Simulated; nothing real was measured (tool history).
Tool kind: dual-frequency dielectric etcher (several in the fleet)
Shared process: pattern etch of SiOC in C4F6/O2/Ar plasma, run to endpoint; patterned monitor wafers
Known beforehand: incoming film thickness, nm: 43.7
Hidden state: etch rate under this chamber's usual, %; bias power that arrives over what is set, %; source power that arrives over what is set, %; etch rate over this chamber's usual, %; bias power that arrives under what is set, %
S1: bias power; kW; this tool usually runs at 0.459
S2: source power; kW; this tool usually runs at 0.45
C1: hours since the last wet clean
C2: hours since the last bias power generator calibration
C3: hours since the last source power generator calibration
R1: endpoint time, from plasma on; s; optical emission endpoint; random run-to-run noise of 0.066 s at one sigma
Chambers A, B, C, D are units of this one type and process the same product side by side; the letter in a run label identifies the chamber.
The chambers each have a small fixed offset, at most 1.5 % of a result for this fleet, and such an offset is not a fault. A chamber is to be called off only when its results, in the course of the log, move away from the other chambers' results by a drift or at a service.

run,day,S1,S2,C1,C2,C3,R1
1D,0.246,0.459,0.45,190.8,164.2,3099.6,14.394
2B,0.525,0.459,0.45,141.6,1247.9,785,14.518
3C,0.992,0.459,0.45,210.2,1800.7,472.9,14.623
4A,1.479,0.459,0.45,245.6,1380.5,814.5,14.659
5C,1.979,0.459,0.45,233.9,1824.4,496.6,14.684
6A,2.212,0.459,0.45,263.2,1398.1,832.1,14.782
7B,2.5,0.459,0.45,189,1295.3,832.4,14.499
8D,2.892,0.541,0.35,254.3,227.7,3163.1,15.006
9C,3.388,0.541,0.35,267.7,1858.2,530.4,15.063
10A,3.725,0.541,0.35,299.5,1434.4,868.4,15.092
11B,4.138,0.541,0.35,228.3,1334.6,871.7,15.089
12D,4.483,0.459,0.45,292.5,265.9,3201.3,14.594
13B,4.888,0.459,0.45,246.3,1352.6,889.7,14.588
14A,5.288,0.459,0.45,337,1471.9,905.9,14.73
# day 5.329: chamber D: source power generator calibrated
15D,5.717,0.459,0.45,322.1,295.5,9.4,14.548
16C,6.204,0.459,0.45,335.3,1925.8,598,14.548
17D,6.55,0.459,0.45,342.1,315.5,29.4,14.649
18B,7.008,0.459,0.45,297.2,1403.5,940.6,14.62
19C,7.467,0.459,0.45,365.6,1956.1,628.3,14.458
20A,7.917,0.459,0.45,400.1,1535,969,14.753
21A,8.146,0.459,0.45,405.6,1540.5,974.5,14.808
22D,8.542,0.459,0.45,389.9,363.3,77.2,14.591
23B,8.783,0.459,0.45,339.8,1446.1,983.2,14.632
# day 9.125: chamber B: wet clean of the chamber
24C,9.225,0.459,0.45,407.8,1998.3,670.5,14.301
25C,9.579,0.459,0.45,416.3,2006.8,679,14.272
26A,10.004,0.459,0.45,450.2,1585.1,1019.1,14.683
27D,10.433,0.459,0.45,435.3,408.7,122.6,14.529
28B,10.679,0.459,0.45,37.4,1491.6,1028.7,14.597
29B,11.033,0.398,0.41,45.9,1500.1,1037.2,15.912
30C,11.383,0.398,0.41,459.6,2050.1,722.3,15.537
31A,11.858,0.398,0.41,494.7,1629.6,1063.6,16.089
32D,12.317,0.398,0.41,480.5,453.9,167.8,15.812
33A,12.638,0.459,0.45,513.4,1648.3,1082.3,14.716
34D,13.1,0.382,0.45,499.3,472.7,186.6,15.761
35C,13.404,0.382,0.45,508.1,2098.6,770.8,15.093
36B,13.796,0.382,0.45,112.2,1566.4,1103.5,15.55
37A,14.3,0.382,0.45,553.3,1688.2,1122.2,15.68
# day 14.546: chamber D: wet clean of the chamber
38B,14.596,0.459,0.45,131.4,1585.6,1122.7,14.552
39C,14.854,0.459,0.45,542.9,2133.4,805.6,13.996
40D,15.196,0.535,0.39,15.7,523,236.9,14.531
41B,15.483,0.535,0.39,152.7,1606.9,1144,14.461
42A,15.721,0.535,0.39,587.4,1722.3,1156.3,14.68
43C,16.129,0.535,0.39,573.5,2164,836.2,13.933
44D,16.492,0.459,0.45,46.8,554.1,268,14.5

Next, every chamber runs the same settings. What will each give?
45A,16.867,0.459,0.45,,,,?
45B,16.867,0.459,0.45,,,,?
45C,16.867,0.459,0.45,,,,?
45D,16.867,0.459,0.45,,,,?

run,R1
45A,14.665
45B,14.582
45C,13.914
45D,14.57
